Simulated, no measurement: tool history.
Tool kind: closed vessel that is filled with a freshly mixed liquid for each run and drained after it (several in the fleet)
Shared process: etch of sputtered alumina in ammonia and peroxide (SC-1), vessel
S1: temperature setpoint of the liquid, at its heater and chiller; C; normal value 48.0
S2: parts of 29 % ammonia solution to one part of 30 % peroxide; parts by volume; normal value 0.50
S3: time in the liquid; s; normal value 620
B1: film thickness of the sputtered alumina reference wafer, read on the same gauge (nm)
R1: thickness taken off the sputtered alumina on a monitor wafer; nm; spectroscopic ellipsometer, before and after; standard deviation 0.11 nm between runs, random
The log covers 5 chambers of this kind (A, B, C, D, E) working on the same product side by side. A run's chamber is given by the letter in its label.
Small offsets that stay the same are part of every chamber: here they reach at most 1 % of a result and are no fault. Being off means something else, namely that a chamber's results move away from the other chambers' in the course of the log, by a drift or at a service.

| run | hour | S1 | S2 | S3 | B1 | R1 |
|---|---|---|---|---|---|---|
| 1D | 8.4 | 48.0 | 0.50 | 620 | 49.986 | 28.891 |
| 2A | 14.3 | 48.0 | 0.50 | 620 | 50.014 | 29.134 |
| 3C | 20.9 | 48.0 | 0.50 | 620 | 49.974 | 28.671 |
| 4E | 31.3 | 48.0 | 0.50 | 620 | 49.969 | 28.787 |
| 5B | 39.5 | 40.5 | 0.25 | 620 | 49.978 | 17.662 |
| 6B | 47.5 | 40.5 | 0.25 | 620 | 50.029 | 17.702 |
| 7E | 54.7 | 40.5 | 0.25 | 620 | 49.985 | 17.698 |
| 8C | 61.6 | 40.5 | 0.25 | 620 | 50.019 | 17.396 |
| 9A | 70.8 | 40.5 | 0.25 | 620 | 50.022 | 17.671 |
| 10D | 81.1 | 48.0 | 0.50 | 825 | 50.003 | 38.243 |
| 11B | 91.7 | 48.0 | 0.50 | 825 | 50.020 | 38.387 |
| 12D | 101.2 | 48.0 | 0.50 | 825 | 49.988 | 38.280 |
| 13C | 109.0 | 48.0 | 0.50 | 825 | 49.990 | 37.948 |
| 14E | 116.1 | 48.0 | 0.50 | 825 | 49.978 | 38.270 |
| 15A | 123.9 | 48.0 | 0.60 | 620 | 49.954 | 29.507 |
| 16B | 131.9 | 48.0 | 0.60 | 620 | 49.983 | 29.336 |
| 17C | 140.4 | 48.0 | 0.60 | 620 | 49.996 | 29.252 |
| 18E | 146.2 | 48.0 | 0.60 | 620 | 50.003 | 29.325 |
| 19A | 151.3 | 48.0 | 0.60 | 620 | 50.002 | 29.257 |
| 20D | 159.5 | 48.0 | 0.50 | 620 | 50.030 | 28.798 |
| 21C | 164.3 | 48.0 | 0.50 | 620 | 49.994 | 28.717 |
| 22A | 174.2 | 48.0 | 0.50 | 620 | 50.034 | 28.952 |
| 23E | 183.8 | 48.0 | 0.50 | 620 | 49.975 | 28.910 |
|  | 184.3 | chamber E: new drum of ammonia solution connected |
| 24B | 192.7 | 48.0 | 0.50 | 620 | 49.994 | 28.415 |
|  | 199.3 | chamber A: ammonia flow meter replaced |
| 25D | 200.1 | 48.0 | 0.50 | 620 | 49.981 | 28.719 |
| 26A | 206.2 | 48.0 | 0.50 | 620 | 49.982 | 29.010 |
| 27D | 212.5 | 48.0 | 0.50 | 620 | 50.019 | 28.605 |
| 28E | 217.4 | 48.0 | 0.50 | 620 | 50.022 | 28.994 |
| 29C | 223.0 | 48.0 | 0.50 | 620 | 50.004 | 28.581 |
| 30B | 230.4 | 48.0 | 0.50 | 620 | 50.012 | 28.486 |
| 31A | 237.5 | 42.0 | 0.50 | 375 | 50.004 | 12.361 |
| 32D | 244.6 | 42.0 | 0.50 | 375 | 49.972 | 12.322 |
| 33C | 253.3 | 42.0 | 0.50 | 375 | 49.996 | 12.394 |
| 34B | 261.3 | 42.0 | 0.50 | 375 | 50.020 | 12.182 |
| 35E | 267.6 | 42.0 | 0.50 | 375 | 49.986 | 12.547 |
| 36C | 275.1 | 48.0 | 0.50 | 620 | 49.996 | 28.903 |
| 37D | 281.5 | 48.0 | 0.50 | 620 | 50.015 | 28.669 |
| 38A | 290.2 | 48.0 | 0.50 | 620 | 50.026 | 28.962 |
|  | 294.5 | chamber D: thermometer replaced |
| 39E | 300.3 | 48.0 | 0.50 | 620 | 49.996 | 28.848 |
|  | 301.6 | chamber B: new drum of ammonia solution connected |
| 40B | 307.9 | 48.0 | 0.25 | 495 | 50.010 | 20.914 |
| 41B | 314.6 | 48.0 | 0.25 | 495 | 50.017 | 20.906 |
|  | 322.0 | chamber D: new drum of ammonia solution connected |
| 42C | 322.6 | 48.0 | 0.25 | 495 | 49.966 | 21.377 |
| 43D | 328.0 | 48.0 | 0.25 | 495 | 49.989 | 21.563 |
| 44E | 336.1 | 48.0 | 0.25 | 495 | 49.974 | 21.872 |

All chambers now run identical settings, listed one chamber a line with results as question marks. What results will each chamber show?
| 45A | 343.6 | 48.0 | 0.75 | 620 |  | ? |
| 45B | 343.6 | 48.0 | 0.75 | 620 |  | ? |
| 45C | 343.6 | 48.0 | 0.75 | 620 |  | ? |
| 45D | 343.6 | 48.0 | 0.75 | 620 |  | ? |
| 45E | 343.6 | 48.0 | 0.75 | 620 |  | ? |

| run | R1 |
|---|---|
| 45A | 30.054 |
| 45B | 29.004 |
| 45C | 29.857 |
| 45D | 29.933 |
| 45E | 30.156 |

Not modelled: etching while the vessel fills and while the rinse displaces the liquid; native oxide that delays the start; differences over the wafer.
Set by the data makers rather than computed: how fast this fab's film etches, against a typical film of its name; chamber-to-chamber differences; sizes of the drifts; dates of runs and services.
